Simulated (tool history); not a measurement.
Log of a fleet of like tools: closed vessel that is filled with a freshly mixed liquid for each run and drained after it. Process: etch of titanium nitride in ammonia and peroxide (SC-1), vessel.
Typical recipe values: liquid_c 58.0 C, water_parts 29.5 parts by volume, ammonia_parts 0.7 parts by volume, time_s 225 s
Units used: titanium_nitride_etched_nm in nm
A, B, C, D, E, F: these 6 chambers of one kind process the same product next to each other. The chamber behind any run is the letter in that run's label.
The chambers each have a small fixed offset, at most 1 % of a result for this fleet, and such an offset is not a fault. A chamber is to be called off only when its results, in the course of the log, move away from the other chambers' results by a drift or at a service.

| run | day | liquid_c | water_parts | ammonia_parts | time_s | hours since the thermometer was replaced | hours since the ammonia flow meter was replaced | hours since the drum of ammonia solution was connected | read-back film thickness of the titanium nitride reference wafer, read on the same gauge (nm) | titanium_nitride_etched_nm |
|---|---|---|---|---|---|---|---|---|---|---|
| 1F | 0.483 | 58.0 | 29.5 | 0.7 | 225 | 1154.5 | 2167.7 | 39.7 | 139.98 | 10.8180 |
| 2C | 0.742 | 58.0 | 29.5 | 0.7 | 225 | 684.0 | 1061.2 | 107.6 | 140.01 | 10.8780 |
| 3B | 1.196 | 58.0 | 29.5 | 0.7 | 225 | 1644.3 | 1515.4 | 162.5 | 139.97 | 10.7890 |
| 4E | 1.467 | 58.0 | 29.5 | 0.7 | 225 | 642.1 | 1612.5 | 600.0 | 139.98 | 10.7400 |
| 5A | 1.788 | 58.0 | 29.5 | 0.7 | 225 | 275.7 | 1558.9 | 514.5 | 140.00 | 10.6650 |
| 6D | 2.121 | 58.0 | 29.5 | 0.7 | 225 | 453.8 | 417.5 | 52.4 | 140.02 | 10.7780 |
| 7A | 2.562 | 58.0 | 29.5 | 0.7 | 225 | 294.3 | 1577.5 | 533.1 | 140.02 | 10.8370 |
| 8C | 2.888 | 58.0 | 29.5 | 0.7 | 225 | 735.5 | 1112.7 | 159.1 | 139.98 | 10.9620 |
| 9D | 3.192 | 58.0 | 29.5 | 0.7 | 225 | 479.5 | 443.2 | 78.1 | 140.00 | 10.8020 |
| 10E | 3.471 | 58.0 | 29.5 | 0.7 | 225 | 690.2 | 1660.6 | 648.1 | 140.02 | 10.9450 |
| 11B | 3.946 | 58.0 | 29.5 | 0.7 | 225 | 1710.3 | 1581.4 | 228.5 | 139.98 | 10.7450 |
| 12F | 4.167 | 58.0 | 29.5 | 0.7 | 225 | 1242.9 | 2256.1 | 128.1 | 140.01 | 10.9170 |
| 13D | 4.646 | 58.0 | 29.5 | 0.7 | 225 | 514.4 | 478.1 | 113.0 | 139.98 | 10.9700 |
| 14B | 5.083 | 58.0 | 29.5 | 0.7 | 225 | 1737.6 | 1608.7 | 255.8 | 140.00 | 10.8890 |
| 15E | 5.525 | 58.0 | 29.5 | 0.7 | 225 | 739.5 | 1709.9 | 697.4 | 140.03 | 10.8940 |
| 16F | 5.767 | 58.0 | 29.5 | 0.7 | 225 | 1281.3 | 2294.5 | 166.5 | 140.03 | 10.8160 |
| 17A | 6.142 | 58.0 | 29.5 | 0.7 | 225 | 380.2 | 1663.4 | 619.0 | 140.00 | 11.0400 |
| 18C | 6.488 | 58.0 | 29.5 | 0.7 | 225 | 821.9 | 1199.1 | 245.5 | 139.98 | 10.8810 |
| 19E | 6.900 | 58.0 | 29.5 | 0.7 | 225 | 772.5 | 1742.9 | 730.4 | 140.01 | 10.6790 |
|  | 7.100 | chamber F: ammonia flow meter replaced |
|  | 7.100 | chamber A: new drum of ammonia solution connected |
| 20C | 7.108 | 58.0 | 29.5 | 0.7 | 225 | 836.8 | 1214.0 | 260.4 | 140.00 | 10.8920 |
| 21D | 7.425 | 58.0 | 29.5 | 0.7 | 225 | 581.1 | 544.8 | 179.7 | 140.01 | 10.8530 |
| 22B | 7.883 | 58.0 | 29.5 | 0.7 | 225 | 1804.8 | 1675.9 | 323.0 | 140.01 | 10.8360 |
| 23F | 8.142 | 58.0 | 29.5 | 0.7 | 225 | 1338.3 | 25.0 | 223.5 | 140.00 | 10.8620 |
| 24A | 8.412 | 58.0 | 29.5 | 0.7 | 225 | 434.7 | 1717.9 | 31.6 | 139.99 | 11.2470 |
| 25D | 8.750 | 58.0 | 29.5 | 0.7 | 225 | 612.9 | 576.6 | 211.5 | 140.02 | 10.9050 |
| 26B | 8.962 | 58.0 | 29.5 | 0.7 | 225 | 1830.7 | 1701.8 | 348.9 | 140.02 | 10.8900 |
| 27C | 9.404 | 58.0 | 29.5 | 0.7 | 225 | 891.9 | 1269.1 | 315.5 | 139.98 | 10.8960 |
| 28A | 9.733 | 58.0 | 29.5 | 0.7 | 225 | 466.4 | 1749.6 | 63.3 | 140.02 | 11.2460 |
| 29E | 10.000 | 58.0 | 29.5 | 0.7 | 225 | 846.9 | 1817.3 | 804.8 | 140.03 | 10.7960 |
| 30F | 10.442 | 58.0 | 29.5 | 0.7 | 225 | 1393.5 | 80.2 | 278.7 | 139.99 | 10.8200 |
| 31A | 10.867 | 58.0 | 29.5 | 0.7 | 225 | 493.6 | 1776.8 | 90.5 | 140.00 | 11.3270 |
|  | 11.075 | chamber C: ammonia flow meter replaced |
| 32C | 11.212 | 58.0 | 29.5 | 0.7 | 225 | 935.3 | 3.4 | 358.9 | 139.97 | 10.9280 |
| 33F | 11.562 | 58.0 | 29.5 | 0.7 | 225 | 1420.4 | 107.1 | 305.6 | 140.01 | 10.8370 |
|  | 11.642 | chamber B: new drum of ammonia solution connected |
| 34E | 12.008 | 58.0 | 29.5 | 0.7 | 225 | 895.1 | 1865.5 | 853.0 | 140.02 | 10.8680 |
| 35D | 12.483 | 61.5 | 29.5 | 0.7 | 165 | 702.5 | 666.2 | 301.1 | 139.98 | 10.0250 |
| 36B | 12.912 | 61.5 | 29.5 | 0.7 | 165 | 1925.5 | 1796.6 | 30.5 | 140.00 | 9.9723 |
| 37E | 13.342 | 61.5 | 29.5 | 0.7 | 165 | 927.1 | 1897.5 | 885.0 | 140.02 | 10.0320 |
| 38F | 13.808 | 61.5 | 29.5 | 0.7 | 165 | 1474.3 | 161.0 | 359.5 | 140.03 | 9.9807 |

Next, every chamber runs the same settings. What will each give?
| 39A | 14.158 | 58.0 | 29.5 | 0.7 | 225 |  |  |  |  | ? |
| 39B | 14.158 | 58.0 | 29.5 | 0.7 | 225 |  |  |  |  | ? |
| 39C | 14.158 | 58.0 | 29.5 | 0.7 | 225 |  |  |  |  | ? |
| 39D | 14.158 | 58.0 | 29.5 | 0.7 | 225 |  |  |  |  | ? |
| 39E | 14.158 | 58.0 | 29.5 | 0.7 | 225 |  |  |  |  | ? |
| 39F | 14.158 | 58.0 | 29.5 | 0.7 | 225 |  |  |  |  | ? |

| run | titanium_nitride_etched_nm |
|---|---|
| 39A | 11.5990 |
| 39B | 10.9270 |
| 39C | 10.7490 |
| 39D | 10.8460 |
| 39E | 10.8030 |
| 39F | 10.8620 |

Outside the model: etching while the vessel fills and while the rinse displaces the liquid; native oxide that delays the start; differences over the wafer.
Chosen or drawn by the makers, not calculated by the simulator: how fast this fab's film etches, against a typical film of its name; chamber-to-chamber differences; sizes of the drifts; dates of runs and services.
